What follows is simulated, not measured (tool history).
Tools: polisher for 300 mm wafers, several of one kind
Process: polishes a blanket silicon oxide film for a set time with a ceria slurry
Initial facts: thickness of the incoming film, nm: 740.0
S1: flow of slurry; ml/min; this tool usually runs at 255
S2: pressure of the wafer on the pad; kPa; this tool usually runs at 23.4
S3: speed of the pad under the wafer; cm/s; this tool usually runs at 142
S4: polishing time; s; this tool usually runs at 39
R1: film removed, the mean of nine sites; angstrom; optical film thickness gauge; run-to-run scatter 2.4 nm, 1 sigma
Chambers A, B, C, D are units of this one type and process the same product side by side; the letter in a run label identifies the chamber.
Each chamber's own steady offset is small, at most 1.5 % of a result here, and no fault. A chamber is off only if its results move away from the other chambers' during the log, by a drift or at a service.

run,hour,S1,S2,S3,S4,R1
# hour 10.7: chamber D: worn pad replaced by a new one
1B,11.0,255,23.4,142,39,2755.4
# hour 19.3: chamber B: worn pad replaced by a new one
# hour 21.2: chamber C: worn pad replaced by a new one
2C,21.3,255,23.4,142,39,2776.5
3D,31.1,255,23.4,142,39,2808.9
4A,39.9,255,23.4,142,39,2729.8
5A,52.0,255,23.4,142,39,2710.5
6B,58.9,255,26.2,142,33,2614.7
# hour 59.9: chamber C: slurry nozzle cleaned
7D,71.5,255,26.2,142,33,2648.3
8C,81.2,255,26.2,142,33,2604.7
# hour 85.0: chamber D: worn pad replaced by a new one
9B,87.8,255,26.2,142,33,2571.3
# hour 88.0: chamber B: worn pad replaced by a new one
10C,97.0,255,23.4,142,39,2784.4
11A,103.5,255,23.4,142,39,2718.0
12D,115.9,255,23.4,142,39,2763.4
13A,126.4,255,23.4,142,39,2729.1
14D,138.6,255,23.4,142,39,2757.7
# hour 140.1: chamber A: worn pad replaced by a new one
# hour 144.2: chamber D: worn pad replaced by a new one
15B,145.2,255,23.4,142,39,2779.6
# hour 147.4: chamber B: worn pad replaced by a new one
# hour 151.4: chamber A: slurry nozzle cleaned
16C,155.5,255,23.4,142,39,2783.1
17D,166.8,255,23.4,124,52,3156.7
# hour 168.5: chamber A: head pressure recalibrated
18C,177.3,255,23.4,124,52,3219.5
# hour 180.7: chamber C: worn pad replaced by a new one
19A,186.1,255,23.4,124,52,3191.4
20B,194.0,255,23.4,124,52,3225.9
21C,204.5,255,23.4,142,39,2808.9
# hour 205.4: chamber D: worn pad replaced by a new one
22A,211.8,255,23.4,142,39,2750.1
# hour 212.9: chamber B: worn pad replaced by a new one
23B,224.5,255,23.4,142,32,2291.1
24D,235.8,255,23.4,142,32,2268.3
25D,244.8,255,23.4,142,32,2266.0
26A,251.3,255,23.4,142,32,2281.9
27C,260.3,255,23.4,142,39,2714.2
# hour 267.0: chamber B: head pressure recalibrated
28B,269.1,255,16.5,182,39,2495.4
29A,275.2,255,16.5,182,39,2499.2
# hour 282.1: chamber D: worn pad replaced by a new one
30D,287.4,255,16.5,182,39,2496.0
# hour 289.2: chamber B: worn pad replaced by a new one
# hour 294.8: chamber A: worn pad replaced by a new one
31C,295.6,255,16.5,182,39,2529.9
32B,306.8,255,23.4,142,39,2744.8
33A,314.1,255,23.4,142,39,2715.9

What goes on in this fleet: one chamber off, a drifting gauge, or nothing beyond the chambers' own small offsets? Name the chamber and the cause, if any.

No chamber is off and the gauge is stable; the differences are just each chamber's small, constant offset.

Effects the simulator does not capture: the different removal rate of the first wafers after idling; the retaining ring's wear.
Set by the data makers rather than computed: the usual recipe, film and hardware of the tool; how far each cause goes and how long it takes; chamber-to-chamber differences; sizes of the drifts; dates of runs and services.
